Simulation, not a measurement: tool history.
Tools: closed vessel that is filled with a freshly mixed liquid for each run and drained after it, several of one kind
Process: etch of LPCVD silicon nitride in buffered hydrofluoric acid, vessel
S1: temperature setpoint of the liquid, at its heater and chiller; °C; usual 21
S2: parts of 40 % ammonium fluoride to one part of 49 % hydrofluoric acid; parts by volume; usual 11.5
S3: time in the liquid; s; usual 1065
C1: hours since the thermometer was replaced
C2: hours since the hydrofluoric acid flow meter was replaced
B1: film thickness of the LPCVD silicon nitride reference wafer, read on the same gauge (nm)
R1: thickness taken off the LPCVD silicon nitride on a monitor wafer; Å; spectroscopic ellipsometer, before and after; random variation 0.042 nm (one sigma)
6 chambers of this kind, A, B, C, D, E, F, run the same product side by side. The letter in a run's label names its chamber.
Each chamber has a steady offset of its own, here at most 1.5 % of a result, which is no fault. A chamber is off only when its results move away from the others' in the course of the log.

| run | hour | S1 | S2 | S3 | C1 | C2 | B1 | R1 |
|---|---|---|---|---|---|---|---|---|
| 1E | 10.9 | 21 | 11.5 | 1065 | 1399.8 | 738.7 | 130.01 | 125.820 |
| 2C | 21.8 | 21 | 11.5 | 1065 | 686.2 | 527.1 | 130.01 | 128.580 |
| 3B | 29.7 | 21 | 11.5 | 1065 | 525.4 | 1125.9 | 129.98 | 127.250 |
| 4F | 38.7 | 21 | 11.5 | 1065 | 661.6 | 774.5 | 130.01 | 125.690 |
| 5D | 46.6 | 21 | 11.5 | 1065 | 1354.3 | 417.9 | 130.01 | 126.320 |
| 6A | 54.6 | 21 | 11.5 | 1065 | 319.6 | 752.3 | 130.03 | 125.320 |
| 7D | 64.2 | 21 | 11.5 | 1065 | 1371.9 | 435.5 | 130.00 | 126.360 |
| 8C | 74.5 | 21 | 11.5 | 1065 | 738.9 | 579.8 | 129.95 | 128.990 |
| 9E | 84.9 | 21 | 11.5 | 1065 | 1473.8 | 812.7 | 130.02 | 125.510 |
| 10B | 95.3 | 21 | 11.5 | 1065 | 591.0 | 1191.5 | 130.00 | 126.220 |
| 11F | 102.2 | 25 | 8.5 | 1065 | 725.1 | 838.0 | 130.03 | 203.040 |
| 12A | 107.6 | 25 | 8.5 | 1065 | 372.6 | 805.3 | 130.00 | 205.930 |
| 13B | 112.9 | 25 | 8.5 | 1065 | 608.6 | 1209.1 | 129.95 | 206.830 |
| 14C | 120.2 | 25 | 8.5 | 1065 | 784.6 | 625.5 | 130.03 | 211.190 |
| 15F | 125.3 | 25 | 8.5 | 1065 | 748.2 | 861.1 | 129.97 | 203.490 |
| 16D | 134.0 | 25 | 8.5 | 1065 | 1441.7 | 505.3 | 130.06 | 206.260 |
| 17E | 143.8 | 21 | 11.5 | 1065 | 1532.7 | 871.6 | 129.98 | 126.030 |
| 18A | 153.3 | 23 | 10.0 | 1065 | 418.3 | 851.0 | 129.97 | 161.610 |
| 19D | 160.1 | 23 | 10.0 | 1065 | 1467.8 | 531.4 | 130.02 | 161.900 |
| 20F | 170.6 | 23 | 10.0 | 1065 | 793.5 | 906.4 | 130.02 | 160.790 |
| 21E | 180.0 | 23 | 10.0 | 1065 | 1568.9 | 907.8 | 130.03 | 160.320 |
| 22B | 190.3 | 23 | 10.0 | 1065 | 686.0 | 1286.5 | 130.02 | 162.570 |
| 23C | 201.0 | 23 | 10.0 | 1065 | 865.4 | 706.3 | 130.00 | 165.880 |
| 24A | 209.9 | 21 | 8.0 | 1065 | 474.9 | 907.6 | 130.01 | 176.860 |
| 25F | 216.8 | 21 | 8.0 | 1065 | 839.7 | 952.6 | 130.03 | 175.580 |
|  | 223.0 | chamber D: thermometer replaced |
| 26A | 224.8 | 21 | 8.0 | 1065 | 489.8 | 922.5 | 130.01 | 177.090 |
| 27D | 232.2 | 21 | 8.0 | 1065 | 9.2 | 603.5 | 130.00 | 177.510 |
| 28B | 240.6 | 21 | 8.0 | 1065 | 736.3 | 1336.8 | 130.00 | 176.560 |
| 29C | 247.7 | 21 | 8.0 | 1065 | 912.1 | 753.0 | 129.98 | 185.890 |
| 30E | 257.0 | 21 | 11.5 | 550 | 1645.9 | 984.8 | 129.98 | 64.990 |
| 31F | 268.4 | 21 | 11.5 | 550 | 891.3 | 1004.2 | 130.01 | 65.196 |
| 32C | 274.2 | 21 | 11.5 | 550 | 938.6 | 779.5 | 130.03 | 68.525 |
| 33A | 280.1 | 21 | 11.5 | 550 | 545.1 | 977.8 | 129.99 | 64.523 |
| 34E | 288.6 | 21 | 11.5 | 550 | 1677.5 | 1016.4 | 129.99 | 64.699 |
| 35B | 300.4 | 21 | 11.5 | 550 | 796.1 | 1396.6 | 130.01 | 65.345 |
| 36D | 310.1 | 21 | 11.5 | 1065 | 87.1 | 681.4 | 130.01 | 126.390 |
| 37F | 321.0 | 21 | 11.5 | 1065 | 943.9 | 1056.8 | 129.96 | 125.390 |

Is one chamber off against the others, does the gauge drift, or is nothing wrong? If a chamber is off, say which, and what the likeliest cause is.

Chamber C drifts away from the others.
Cause: hydrofluoric acid flow above the setpoint (%) = 4.83.
The log may not tell that from: liquid hotter than its thermometer reads (K).

Here are 4 candidates for chamber C's next run, each the usual settings with a change, their results left as question marks. Which one brings its results back in line with what the others give on the usual settings?
In line means no further than this from the other chambers' mean on the usual settings: R1 1.500 Å
| 38C-1 | 329.6 | 20.5 | 11.5 | 980 |  |  |  | ? |
| 38C-2 | 329.6 | 21.0 | 11.5 | 1010 |  |  |  | ? |
| 38C-3 | 329.6 | 21.0 | 11.5 | 1125 |  |  |  | ? |
| 38C-4 | 329.6 | 23.0 | 11.5 | 1065 |  |  |  | ? |

The other chambers' mean on the usual settings: R1 126.200 Å
| run | R1 |
|---|---|
| 38C-1 | 119.470 |
| 38C-2 | 126.610 |
| 38C-3 | 141.020 |
| 38C-4 | 148.940 |
38C-2 brings the chamber back in line.

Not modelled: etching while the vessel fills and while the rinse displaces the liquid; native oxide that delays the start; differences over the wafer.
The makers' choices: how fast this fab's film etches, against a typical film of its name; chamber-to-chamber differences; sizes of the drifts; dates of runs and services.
